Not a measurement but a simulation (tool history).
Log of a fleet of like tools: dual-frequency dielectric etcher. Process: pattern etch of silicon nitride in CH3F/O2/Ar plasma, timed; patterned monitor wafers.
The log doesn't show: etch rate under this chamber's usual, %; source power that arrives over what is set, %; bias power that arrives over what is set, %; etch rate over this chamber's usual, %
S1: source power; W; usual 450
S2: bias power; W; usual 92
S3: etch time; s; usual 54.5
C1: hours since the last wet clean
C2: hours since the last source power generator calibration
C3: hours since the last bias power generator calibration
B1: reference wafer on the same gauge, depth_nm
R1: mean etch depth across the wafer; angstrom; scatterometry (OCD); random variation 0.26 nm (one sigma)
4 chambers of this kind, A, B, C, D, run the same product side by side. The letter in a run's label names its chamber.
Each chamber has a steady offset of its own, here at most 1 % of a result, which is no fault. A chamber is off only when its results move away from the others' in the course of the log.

| run | hour | S1 | S2 | S3 | C1 | C2 | C3 | B1 | R1 |
|---|---|---|---|---|---|---|---|---|---|
| 1C | 7.0 | 450 | 92 | 54.5 | 291.0 | 2621.0 | 877.6 | 43.171 | 436.79 |
| 2D | 15.5 | 450 | 92 | 54.5 | 266.0 | 1640.0 | 1199.9 | 43.206 | 433.79 |
| 3B | 23.4 | 450 | 92 | 54.5 | 349.9 | 1516.9 | 2793.1 | 43.148 | 433.41 |
| 4A | 35.2 | 450 | 92 | 54.5 | 36.2 | 1219.8 | 1920.6 | 43.227 | 431.50 |
| 5D | 40.7 | 450 | 92 | 54.5 | 291.2 | 1665.2 | 1225.1 | 43.239 | 437.84 |
|  | 41.6 | chamber B: wet clean of the chamber |
| 6B | 46.9 | 450 | 92 | 54.5 | 5.4 | 1540.4 | 2816.6 | 43.197 | 431.67 |
| 7A | 53.7 | 450 | 92 | 54.5 | 54.7 | 1238.3 | 1939.1 | 43.112 | 430.34 |
| 8C | 60.2 | 450 | 92 | 54.5 | 344.2 | 2674.2 | 930.8 | 43.151 | 430.53 |
| 9B | 69.4 | 450 | 92 | 54.5 | 27.9 | 1562.9 | 2839.1 | 43.127 | 430.79 |
| 10A | 81.4 | 560 | 92 | 64.5 | 82.4 | 1266.0 | 1966.8 | 43.128 | 557.16 |
| 11C | 88.3 | 560 | 92 | 64.5 | 372.3 | 2702.3 | 958.9 | 43.153 | 562.61 |
| 12D | 100.2 | 560 | 92 | 64.5 | 350.7 | 1724.7 | 1284.6 | 43.223 | 560.64 |
| 13A | 106.6 | 560 | 92 | 64.5 | 107.6 | 1291.2 | 1992.0 | 43.176 | 558.07 |
| 14D | 117.6 | 450 | 92 | 54.5 | 368.1 | 1742.1 | 1302.0 | 43.195 | 437.97 |
| 15B | 130.2 | 450 | 92 | 54.5 | 88.7 | 1623.7 | 2899.9 | 43.152 | 431.50 |
| 16C | 139.1 | 450 | 92 | 54.5 | 423.1 | 2753.1 | 1009.7 | 43.132 | 436.20 |
| 17A | 149.2 | 450 | 92 | 54.5 | 150.2 | 1333.8 | 2034.6 | 43.246 | 430.43 |
| 18D | 160.8 | 450 | 92 | 54.5 | 411.3 | 1785.3 | 1345.2 | 43.197 | 431.75 |
| 19B | 172.7 | 450 | 92 | 54.5 | 131.2 | 1666.2 | 2942.4 | 43.137 | 431.50 |
|  | 173.3 | chamber C: wet clean of the chamber |
| 20C | 180.1 | 450 | 92 | 54.5 | 6.9 | 2794.1 | 1050.7 | 43.263 | 434.66 |
| 21C | 188.1 | 450 | 92 | 67.5 | 14.9 | 2802.1 | 1058.7 | 43.217 | 535.71 |
| 22A | 196.9 | 450 | 92 | 67.5 | 197.9 | 1381.5 | 2082.3 | 43.232 | 538.68 |
|  | 201.9 | chamber D: wet clean of the chamber |
| 23D | 204.9 | 450 | 92 | 67.5 | 3.1 | 1829.4 | 1389.3 | 43.150 | 537.53 |
| 24B | 210.7 | 450 | 92 | 67.5 | 169.2 | 1704.2 | 2980.4 | 43.228 | 537.54 |
| 25D | 217.3 | 450 | 92 | 54.5 | 15.5 | 1841.8 | 1401.7 | 43.228 | 438.98 |
| 26C | 228.8 | 450 | 103 | 63.5 | 55.6 | 2842.8 | 1099.4 | 43.185 | 527.42 |
| 27B | 239.2 | 450 | 103 | 63.5 | 197.7 | 1732.7 | 3008.9 | 43.140 | 524.78 |
| 28A | 245.8 | 450 | 103 | 63.5 | 246.8 | 1430.4 | 2131.2 | 43.213 | 524.62 |
| 29B | 255.0 | 450 | 103 | 63.5 | 213.5 | 1748.5 | 3024.7 | 43.205 | 520.16 |

Is one chamber off against the others, does the gauge drift, or is nothing wrong? If a chamber is off, say which, and what the likeliest cause is.

No chamber stands off beyond its own small offset, and the gauge holds steady.
